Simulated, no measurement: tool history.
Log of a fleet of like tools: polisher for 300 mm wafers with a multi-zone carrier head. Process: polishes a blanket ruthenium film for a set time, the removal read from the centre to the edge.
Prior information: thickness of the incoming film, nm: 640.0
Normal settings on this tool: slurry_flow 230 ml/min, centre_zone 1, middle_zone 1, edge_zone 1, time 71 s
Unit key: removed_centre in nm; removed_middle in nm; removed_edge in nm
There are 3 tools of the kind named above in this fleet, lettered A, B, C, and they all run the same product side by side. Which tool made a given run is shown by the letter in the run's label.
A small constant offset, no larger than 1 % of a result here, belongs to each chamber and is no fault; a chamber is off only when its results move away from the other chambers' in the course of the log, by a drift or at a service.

run   hour  slurry_flow  centre_zone  middle_zone  edge_zone  time  wafers polished on this pad  hours since the slurry nozzle was cleaned  hours since the centre zone pressure was calibrated  hours since the edge zone pressure was calibrated  removed_centre  removed_middle  removed_edge
 1B    8.8          230            1            1          1    71                         1059                                      110.6                                                329.6                                                182          69.852          70.306        69.385
      13.6  -- chamber B: worn pad replaced by a new one
 2A   15.3          230            1            1          1    71                          345                                      192.9                                                640.5                                                763          68.125          68.117        68.864
        17  -- chamber C: worn pad replaced by a new one
 3C   27.4          230            1            1          1    71                          125                                      763.3                                                135.4                                              331.2          69.769           71.27        68.163
 4C     39          230            1            1          1    71                          264                                      774.9                                                  147                                              342.8          70.465          69.136        67.742
 5A   47.9          230            1            1          1    71                          736                                      225.5                                                673.1                                              795.6          70.736          67.575        69.198
 6B   58.8          230            1            1          1    71                          542                                      160.6                                                379.6                                                232           68.73          68.245        68.792
      59.6  -- chamber C: slurry nozzle cleaned
      67.3  -- chamber A: worn pad replaced by a new one
 7C   68.2          230            1            1          1    71                          615                                        8.7                                                176.2                                                372          67.897          69.189         69.62
 8A   75.7          230            1            1          1    71                          100                                      253.3                                                700.9                                              823.4          68.898          68.951        70.292
      81.9  -- chamber C: worn pad replaced by a new one
 9B   85.2          230            1            1          1    71                          859                                        187                                                  406                                              258.4          70.919          69.061        68.819
        94  -- chamber C: edge zone pressure recalibrated
10B     95          230            1            1          1    71                          977                                      196.8                                                415.8                                              268.2          70.459          67.699        69.604
11C  103.9          230            1            1          1    71                          264                                       44.4                                                211.9                                                 10          67.593          71.047        69.735
12A    116          230            1            1          1    71                          584                                      293.6                                                741.2                                              863.7          67.599          69.004         69.51
     123.1  -- chamber B: worn pad replaced by a new one
13C  126.2          230            1            1          1    71                          531                                       66.7                                                234.2                                               32.3          68.178           67.79        70.517
14A  132.9          230            1            1          1    71                          787                                      310.5                                                758.1                                              880.6          68.928          70.601        69.677
15B  142.8          230            1            1          1    71                          237                                      244.6                                                463.6                                                316          70.242          69.312        69.523
       151  -- chamber C: worn pad replaced by a new one
16B  152.4          230            1            1          1    71                          352                                      254.2                                                473.2                                              325.6          70.261          68.701         68.27
17C  161.2          230            1            1          1    71                          123                                      101.7                                                269.2                                               67.3          65.139          68.976        68.945
     161.6  -- chamber A: worn pad replaced by a new one
18A  169.1          230            1            1          1    71                           90                                      346.7                                                794.3                                              916.8          68.122          71.126        71.337
19A  181.5          180            1            1          1    79                          238                                      359.1                                                806.7                                              929.2           72.48          75.178        74.485
20B  188.9          180            1            1          1    79                          790                                      290.7                                                509.7                                              362.1           74.78          73.391         75.06
21C  200.4          180            1            1          1    79                          593                                      140.9                                                308.4                                              106.5          69.522          74.778        74.542
     210.1  -- chamber B: worn pad replaced by a new one
22B  211.6          230            1            1          1    71                           18                                      313.4                                                532.4                                              384.8          71.185          68.953        68.718
     216.2  -- chamber C: worn pad replaced by a new one
23C  224.2          230         0.96            1          1    54                           96                                      164.7                                                332.2                                              130.3          46.626          52.453        52.578

Next, every chamber runs the same settings. What will each give?
24A  233.3          230            1            1          1    60                                                                                                                                                                                               ?               ?             ?
24B  233.3          230            1            1          1    60                                                                                                                                                                                               ?               ?             ?
24C  233.3          230            1            1          1    60                                                                                                                                                                                               ?               ?             ?

run  removed_centre  removed_middle  removed_edge
24A          57.656          57.885        58.425
24B          59.552           58.52         59.15
24C          54.238          57.837        59.308
